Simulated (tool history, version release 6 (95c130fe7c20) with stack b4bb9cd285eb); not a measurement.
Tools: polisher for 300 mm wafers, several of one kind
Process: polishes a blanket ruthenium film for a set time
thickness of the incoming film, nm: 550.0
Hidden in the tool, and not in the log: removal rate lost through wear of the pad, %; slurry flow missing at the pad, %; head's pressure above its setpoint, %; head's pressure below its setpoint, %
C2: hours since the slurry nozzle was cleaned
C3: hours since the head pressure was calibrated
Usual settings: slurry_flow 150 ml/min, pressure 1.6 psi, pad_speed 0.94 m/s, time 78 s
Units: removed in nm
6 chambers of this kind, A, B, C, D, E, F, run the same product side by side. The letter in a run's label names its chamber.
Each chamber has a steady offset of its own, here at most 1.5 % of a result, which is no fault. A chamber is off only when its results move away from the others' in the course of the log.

Run 1D, day 0.321: usual settings; wafers polished on this pad 811; C2 962.8; C3 658.2. Result: removed 66.492 nm.
At day 0.488: chamber D: worn pad replaced by a new one.
At day 0.704: chamber F: slurry nozzle cleaned.
Run 2E, day 0.946: usual settings; wafers polished on this pad 608; C2 428.1; C3 664.6. Result: removed 65.200 nm.
Run 3A, day 1.292: usual settings; wafers polished on this pad 591; C2 305.1; C3 134.8. Result: removed 66.163 nm.
At day 1.346: chamber E: worn pad replaced by a new one.
At day 1.842: chamber D: slurry nozzle cleaned.
Run 4F, day 1.938: usual settings; wafers polished on this pad 403; C2 29.6; C3 364.1. Result: removed 65.979 nm.
Run 5B, day 2.358: usual settings; wafers polished on this pad 370; C2 711.0; C3 1083.7. Result: removed 66.708 nm.
Run 6C, day 2.642: usual settings; wafers polished on this pad 743; C2 289.3; C3 161.8. Result: removed 65.131 nm.
At day 2.817: chamber C: worn pad replaced by a new one.
At day 2.950: chamber E: slurry nozzle cleaned.
Run 7F, day 3.129: usual settings; wafers polished on this pad 581; C2 58.2; C3 392.7. Result: removed 66.558 nm.
Run 8D, day 3.746: usual settings; wafers polished on this pad 488; C2 45.7; C3 740.4. Result: removed 66.940 nm.
At day 3.829: chamber B: slurry nozzle cleaned.
Run 9A, day 4.071: usual settings; wafers polished on this pad 1007; C2 371.8; C3 201.5. Result: removed 65.872 nm.
At day 4.083: chamber A: slurry nozzle cleaned.
Run 10C, day 4.717: usual settings; wafers polished on this pad 284; C2 339.1; C3 211.6. Result: removed 65.918 nm.
At day 4.833: chamber B: head pressure recalibrated.
At day 4.842: chamber B: worn pad replaced by a new one.
Run 11E, day 5.233: usual settings; wafers polished on this pad 582; C2 54.8; C3 767.5. Result: removed 66.064 nm.
At day 5.371: chamber E: worn pad replaced by a new one.
At day 5.512: chamber A: worn pad replaced by a new one.
At day 5.683: chamber D: worn pad replaced by a new one.
Run 12B, day 5.742: usual settings; wafers polished on this pad 135; C2 45.9; C3 21.9. Result: removed 66.619 nm.
Run 13B, day 6.275: usual settings; wafers polished on this pad 215; C2 58.7; C3 34.7. Result: removed 66.432 nm.
At day 6.342: chamber F: worn pad replaced by a new one.
Run 14F, day 6.721: usual settings but pressure 1.3 psi, time 104 s; wafers polished on this pad 56; C2 144.4; C3 478.9. Result: removed 72.703 nm.
Run 15A, day 7.308: usual settings but pressure 1.3 psi, time 104 s; wafers polished on this pad 269; C2 77.4; C3 279.2. Result: removed 72.425 nm.
Run 16E, day 7.617: usual settings but pressure 1.3 psi, time 104 s; wafers polished on this pad 336; C2 112.0; C3 824.7. Result: removed 71.168 nm.
At day 7.654: chamber C: worn pad replaced by a new one.
Run 17D, day 7.996: usual settings but pressure 1.3 psi, time 104 s; wafers polished on this pad 346; C2 147.7; C3 842.4. Result: removed 72.494 nm.
Run 18C, day 8.538: usual settings but pressure 1.3 psi, time 104 s; wafers polished on this pad 132; C2 430.8; C3 303.3. Result: removed 70.307 nm.
Run 19A, day 8.908: usual settings but pressure 1.3 psi, time 104 s; wafers polished on this pad 508; C2 115.8; C3 317.6. Result: removed 71.811 nm.
Run 20B, day 9.350: usual settings but time 55 s; wafers polished on this pad 675; C2 132.5; C3 108.5. Result: removed 47.084 nm.
Run 21F, day 9.708: usual settings but time 55 s; wafers polished on this pad 504; C2 216.1; C3 550.6. Result: removed 46.448 nm.
Run 22E, day 10.067: usual settings but time 55 s; wafers polished on this pad 703; C2 170.8; C3 883.5. Result: removed 46.042 nm.
At day 10.329: chamber E: worn pad replaced by a new one.
Run 23C, day 10.354: usual settings but time 55 s; wafers polished on this pad 404; C2 474.4; C3 346.9. Result: removed 45.611 nm.
At day 10.738: chamber E: head pressure recalibrated.
Run 24D, day 10.838: usual settings but time 55 s; wafers polished on this pad 771; C2 215.9; C3 910.6. Result: removed 47.442 nm.
At day 11.004: chamber B: worn pad replaced by a new one.
At day 11.254: chamber D: worn pad replaced by a new one.
Run 25B, day 11.438: usual settings but time 55 s; wafers polished on this pad 65; C2 182.6; C3 158.6. Result: removed 47.152 nm.
Run 26D, day 12.004: usual settings; wafers polished on this pad 112; C2 243.9; C3 938.6. Result: removed 66.650 nm.
At day 12.142: chamber C: worn pad replaced by a new one.
At day 12.146: chamber D: head pressure recalibrated.
Run 27E, day 12.600: usual settings; wafers polished on this pad 340; C2 231.6; C3 44.8. Result: removed 65.586 nm.
Run 28C, day 12.971: usual settings; wafers polished on this pad 124; C2 537.2; C3 409.7. Result: removed 64.838 nm.
Run 29A, day 13.521: usual settings; wafers polished on this pad 1199; C2 226.5; C3 428.3. Result: removed 66.550 nm.
Run 30F, day 13.825: usual settings; wafers polished on this pad 1120; C2 314.9; C3 649.4. Result: removed 66.671 nm.
Run 31D, day 14.350: usual settings; wafers polished on this pad 463; C2 300.2; C3 53.0. Result: removed 66.169 nm.
At day 14.588: chamber E: worn pad replaced by a new one.
Run 32C, day 14.796: usual settings; wafers polished on this pad 397; C2 581.0; C3 453.5. Result: removed 63.693 nm.
At day 15.125: chamber A: worn pad replaced by a new one.
At day 15.142: chamber F: worn pad replaced by a new one.
Run 33B, day 15.296: usual settings; wafers polished on this pad 642; C2 275.2; C3 251.2. Result: removed 65.868 nm.
Run 34A, day 15.867: usual settings; wafers polished on this pad 111; C2 282.8; C3 484.6. Result: removed 66.399 nm.
At day 16.438: chamber A: slurry nozzle cleaned.
Run 35E, day 16.454: usual settings; wafers polished on this pad 279; C2 324.1; C3 137.3. Result: removed 66.532 nm.
Run 36F, day 16.983: usual settings; wafers polished on this pad 275; C2 390.7; C3 725.2. Result: removed 65.600 nm.
At day 17.104: chamber B: worn pad replaced by a new one.
Run 37C, day 17.600: usual settings; wafers polished on this pad 817; C2 648.3; C3 520.8. Result: removed 62.780 nm.
Run 38B, day 18.004: usual settings; wafers polished on this pad 134; C2 340.2; C3 316.2. Result: removed 66.489 nm.
Run 39F, day 18.488: usual settings; wafers polished on this pad 501; C2 426.8; C3 761.3. Result: removed 66.351 nm.
Run 40A, day 18.908: usual settings; wafers polished on this pad 566; C2 59.3; C3 557.6. Result: removed 66.934 nm.

Is one chamber off against the others, does the gauge drift, or is nothing wrong? If a chamber is off, say which, and what the likeliest cause is.

Chamber C drifts away from the others.
Cause: slurry flow missing at the pad, % = 22.7.
The log may not tell that from: head's pressure below its setpoint, %.

Here are 4 candidates for chamber C's next run, each the usual settings with a change, their results left as question marks. Which one brings its results back in line with what the others give on the usual settings?
In line means no further than this from the other chambers' mean on the usual settings: removed 1.600 nm
Run 41C-1, day 19.371: usual settings but pad_speed 1.00 m/s. Result: removed ?.
Run 41C-2, day 19.371: usual settings but pressure 1.5 psi, pad_speed 0.92 m/s, time 76 s. Result: removed ?.
Run 41C-3, day 19.371: usual settings but pressure 1.5 psi. Result: removed ?.
Run 41C-4, day 19.371: usual settings but slurry_flow 155 ml/min, pressure 1.8 psi. Result: removed ?.

The other chambers' mean on the usual settings: removed 66.221 nm
  run  removed
41C-1   66.317
41C-2   55.733
41C-3   58.451
41C-4   70.546
41C-1 brings the chamber back in line.
